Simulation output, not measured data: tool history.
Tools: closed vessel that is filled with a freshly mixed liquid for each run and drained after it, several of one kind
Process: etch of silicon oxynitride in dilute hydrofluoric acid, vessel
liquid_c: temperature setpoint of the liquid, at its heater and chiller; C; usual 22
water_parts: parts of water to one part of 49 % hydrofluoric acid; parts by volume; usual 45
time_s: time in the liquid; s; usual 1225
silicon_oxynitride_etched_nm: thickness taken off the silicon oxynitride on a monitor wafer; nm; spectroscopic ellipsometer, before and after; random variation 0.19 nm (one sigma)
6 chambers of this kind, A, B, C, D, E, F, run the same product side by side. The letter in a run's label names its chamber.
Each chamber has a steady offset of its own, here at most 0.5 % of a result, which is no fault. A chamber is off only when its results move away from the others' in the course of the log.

run     day  liquid_c  water_parts  time_s  read-back film thickness of the silicon oxynitride reference wafer, read on the same gauge (nm)  silicon_oxynitride_etched_nm
 1A   0.317        22           45    1225                                                                                           110.02                        51.106
 2D   0.646        22           45    1225                                                                                           110.01                        50.831
 3B   0.988        22           45    1225                                                                                              110                        50.692
 4C   1.521        22           45    1225                                                                                           110.01                        50.985
 5E   2.054        22           45    1225                                                                                              110                        50.502
 6F   2.592        22           45    1225                                                                                              110                        50.506
 7A   3.088        22           45    1225                                                                                              110                        50.827
 8F   3.379        22           45    1225                                                                                              110                        50.584
 9D   3.879        22           45    1225                                                                                           109.98                        51.128
10C   4.308        22           45    1225                                                                                              110                         50.94
      4.592  -- chamber D: hydrofluoric acid flow meter replaced
11E   4.692      17.5           45    1225                                                                                           109.99                        40.419
12B   5.238      17.5           45    1225                                                                                           109.98                        40.741
13F   5.708      17.5           45    1225                                                                                           110.02                        39.967
14C   6.158      17.5           45    1225                                                                                              110                        40.284
15B   6.612      17.5           45    1225                                                                                           109.98                        40.203
16A   6.979      17.5           45    1225                                                                                           110.01                        40.374
17D   7.538        22           45    1225                                                                                              110                        50.453
18E   7.962      26.5           45    1225                                                                                           110.02                         63.02
19E   8.238      26.5           45    1225                                                                                              110                        63.517
20F   8.592      26.5           45    1225                                                                                           109.99                        63.249
21A   8.875      26.5           45    1225                                                                                              110                        63.845
22D   9.258      26.5           45    1225                                                                                           109.99                        63.136
23C   9.688      26.5           45    1225                                                                                           109.97                        63.364
24B  10.229        22           45    1225                                                                                              110                        50.998
25B  10.688        22           45    1225                                                                                           110.02                        50.695
26E  11.258        22           45    1225                                                                                           109.98                        51.909
27C  11.688        22           45    1225                                                                                           109.97                        50.715
28A  12.254        22           45    1225                                                                                              110                        50.724
29F  12.725        22           45    1225                                                                                           110.02                        50.235
30D  13.075        22           45    1225                                                                                           110.02                        50.755
31A  13.496        22           45    1225                                                                                           109.99                        50.839
32E  13.746        22           45    1225                                                                                           109.99                        52.133
33B  14.304        22           45    1225                                                                                           109.99                        51.103
34C  14.858        22           45    1225                                                                                           110.02                        50.927
35F  15.433        22           45    1225                                                                                           109.98                         50.48
36D  15.871        22           45    1225                                                                                           109.99                        50.853
37E  16.175        22           45    1225                                                                                              110                        52.911
38D  16.604        22           45    1225                                                                                           110.02                        50.317
39C  17.088        22           45    1225                                                                                              110                        51.216
40B  17.558        22           45    1225                                                                                           109.99                        50.594

Next, every chamber runs the same settings. What will each give?
41A  17.967      26.5           45    1225                                                                                                                              ?
41B  17.967      26.5           45    1225                                                                                                                              ?
41C  17.967      26.5           45    1225                                                                                                                              ?
41D  17.967      26.5           45    1225                                                                                                                              ?
41E  17.967      26.5           45    1225                                                                                                                              ?
41F  17.967      26.5           45    1225                                                                                                                              ?

run  silicon_oxynitride_etched_nm
41A                         63.69
41B                        63.349
41C                        63.684
41D                         63.14
41E                        66.031
41F                        62.679
